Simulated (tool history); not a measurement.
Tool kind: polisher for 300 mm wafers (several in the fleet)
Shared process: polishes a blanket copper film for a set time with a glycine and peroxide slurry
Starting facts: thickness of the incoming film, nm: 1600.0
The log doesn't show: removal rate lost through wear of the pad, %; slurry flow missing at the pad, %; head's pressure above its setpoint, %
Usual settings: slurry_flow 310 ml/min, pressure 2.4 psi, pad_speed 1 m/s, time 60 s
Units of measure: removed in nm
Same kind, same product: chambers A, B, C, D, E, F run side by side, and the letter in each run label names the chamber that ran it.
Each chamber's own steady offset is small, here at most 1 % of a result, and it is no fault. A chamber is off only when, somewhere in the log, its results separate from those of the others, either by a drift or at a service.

| run | day | slurry_flow | pressure | pad_speed | time | wafers polished on this pad | hours since the slurry nozzle was cleaned | hours since the head pressure was calibrated | removed |
|---|---|---|---|---|---|---|---|---|---|
|  | 0.158 | chamber B: slurry nozzle cleaned |
| 1F | 0.217 | 310 | 2.4 | 1 | 60 | 206 | 162.8 | 602.4 | 348.02 |
| 2B | 0.362 | 310 | 2.4 | 1 | 60 | 482 | 5 | 340.5 | 342.87 |
|  | 0.467 | chamber E: worn pad replaced by a new one |
| 3D | 0.6 | 310 | 2.4 | 1 | 60 | 341 | 186 | 704.3 | 345.1 |
|  | 0.721 | chamber A: slurry nozzle cleaned |
| 4C | 0.75 | 310 | 2.4 | 1 | 60 | 615 | 292.5 | 112 | 344.17 |
| 5E | 0.879 | 310 | 2.4 | 1 | 41 | 118 | 351.8 | 335.2 | 237.83 |
|  | 1.025 | chamber A: worn pad replaced by a new one |
| 6A | 1.117 | 310 | 2.4 | 1 | 41 | 27 | 9.6 | 293.4 | 239.37 |
| 7D | 1.242 | 310 | 2.4 | 1 | 41 | 525 | 201.4 | 719.7 | 235.54 |
| 8E | 1.371 | 310 | 2.4 | 1 | 41 | 259 | 363.6 | 347 | 238.5 |
|  | 1.592 | chamber F: worn pad replaced by a new one |
| 9F | 1.604 | 310 | 2.4 | 1 | 41 | 4 | 196.1 | 635.7 | 235.06 |
| 10A | 1.779 | 310 | 2.4 | 1 | 41 | 217 | 25.5 | 309.3 | 235.73 |
| 11B | 1.95 | 310 | 2.4 | 1 | 60 | 937 | 43.1 | 378.6 | 343.82 |
| 12C | 2.117 | 310 | 2.4 | 1 | 60 | 1007 | 325.3 | 144.8 | 350.6 |
| 13A | 2.246 | 310 | 2.4 | 1 | 60 | 351 | 36.7 | 320.5 | 346.79 |
|  | 2.383 | chamber A: head pressure recalibrated |
|  | 2.438 | chamber C: worn pad replaced by a new one |
| 14E | 2.454 | 310 | 2.4 | 1 | 60 | 570 | 389.6 | 373 | 349.12 |
|  | 2.538 | chamber E: head pressure recalibrated |
| 15F | 2.679 | 310 | 2.4 | 1 | 60 | 313 | 221.9 | 661.5 | 346.15 |
| 16D | 2.842 | 310 | 2.4 | 1 | 60 | 984 | 239.8 | 758.1 | 347.31 |
| 17C | 2.958 | 310 | 2.4 | 1 | 60 | 149 | 345.5 | 165 | 348.21 |
| 18B | 3.071 | 310 | 2.4 | 1 | 60 | 1259 | 70 | 405.5 | 341.52 |
| 19E | 3.271 | 310 | 2.4 | 1 | 60 | 804 | 409.2 | 17.6 | 352.71 |
| 20D | 3.458 | 310 | 2.4 | 1 | 60 | 1160 | 254.6 | 772.9 | 348.16 |
|  | 3.504 | chamber E: worn pad replaced by a new one |
| 21A | 3.617 | 310 | 2.4 | 1 | 60 | 744 | 69.6 | 29.7 | 368.35 |
|  | 3.762 | chamber F: worn pad replaced by a new one |
| 22F | 3.771 | 310 | 2.4 | 1 | 60 | 2 | 248.1 | 687.7 | 343.83 |
|  | 3.908 | chamber B: worn pad replaced by a new one |
| 23B | 3.962 | 310 | 2.4 | 1 | 60 | 16 | 91.4 | 426.9 | 344.54 |
| 24C | 4.138 | 310 | 2.4 | 1 | 60 | 488 | 373.8 | 193.3 | 347.56 |
|  | 4.338 | chamber D: worn pad replaced by a new one |
| 25F | 4.367 | 310 | 2.4 | 1 | 60 | 173 | 262.4 | 702 | 346 |
| 26B | 4.475 | 225 | 2.4 | 1 | 67 | 163 | 103.7 | 439.2 | 375.68 |
| 27A | 4.675 | 225 | 2.4 | 1 | 67 | 1047 | 95 | 55.1 | 395.96 |
| 28D | 4.804 | 225 | 2.4 | 1 | 67 | 134 | 286.9 | 805.2 | 370.9 |
| 29E | 4.958 | 225 | 2.4 | 1 | 67 | 417 | 449.7 | 58.1 | 375.48 |
| 30C | 5.179 | 225 | 2.4 | 1 | 67 | 787 | 398.8 | 218.3 | 380.99 |
| 31E | 5.367 | 225 | 2.4 | 1 | 67 | 534 | 459.5 | 67.9 | 378.7 |
| 32C | 5.592 | 310 | 1.7 | 1 | 79 | 905 | 408.7 | 228.2 | 344.7 |
|  | 5.712 | chamber A: worn pad replaced by a new one |
| 33B | 5.717 | 310 | 1.7 | 1 | 79 | 519 | 133.5 | 469 | 350.43 |
| 34D | 5.829 | 310 | 1.7 | 1 | 79 | 428 | 311.5 | 829.8 | 351.47 |
|  | 5.958 | chamber E: worn pad replaced by a new one |
| 35A | 5.992 | 310 | 1.7 | 1 | 79 | 80 | 126.6 | 86.7 | 366.23 |
|  | 6.075 | chamber F: worn pad replaced by a new one |
| 36F | 6.183 | 310 | 1.7 | 1 | 79 | 31 | 306 | 745.6 | 349.84 |
| 37C | 6.329 | 310 | 1.7 | 1 | 79 | 1116 | 426.4 | 245.9 | 348.3 |
| 38B | 6.521 | 310 | 2.4 | 1 | 60 | 750 | 152.8 | 488.3 | 343.73 |
| 39F | 6.683 | 310 | 2.4 | 1 | 60 | 174 | 318 | 757.6 | 342.4 |
| 40D | 6.896 | 310 | 1.8 | 0.8 | 60 | 734 | 337.1 | 855.4 | 236.24 |
| 41A | 7.142 | 310 | 1.8 | 0.8 | 60 | 410 | 154.2 | 114.3 | 248.6 |
| 42E | 7.317 | 310 | 1.8 | 0.8 | 60 | 390 | 506.3 | 114.7 | 237.14 |
| 43A | 7.429 | 310 | 1.8 | 0.8 | 60 | 492 | 161.1 | 121.2 | 248.32 |

Is one chamber out of step, is the gauge drifting, or do the chambers differ by no more than their own small offsets? For an off chamber, give its letter and the likeliest cause.

After it was serviced, chamber A no longer matches the other chambers.
What lies behind it: head's pressure above its setpoint, % = 6.38.

Chamber A could run next with any of the 4 candidate recipes listed below; each alters the usual settings, and their results appear as question marks. Which one brings its results back in line with what the other chambers deliver on the usual settings?
Allowed miss from the other chambers' usual-settings mean, per result, to count as in line: removed 8 nm
| 44A-1 | 7.604 | 310 | 2.4 | 1 | 59 |  |  |  | ? |
| 44A-2 | 7.604 | 310 | 2.4 | 1 | 61 |  |  |  | ? |
| 44A-3 | 7.604 | 310 | 2.4 | 0.98 | 58 |  |  |  | ? |
| 44A-4 | 7.604 | 310 | 2.4 | 1.02 | 62 |  |  |  | ? |

Usual-settings mean across the other chambers: removed 345.88 nm
| run | removed |
|---|---|
| 44A-1 | 359.42 |
| 44A-2 | 371.6 |
| 44A-3 | 347.68 |
| 44A-4 | 383.73 |
44A-3 brings the chamber back in line.
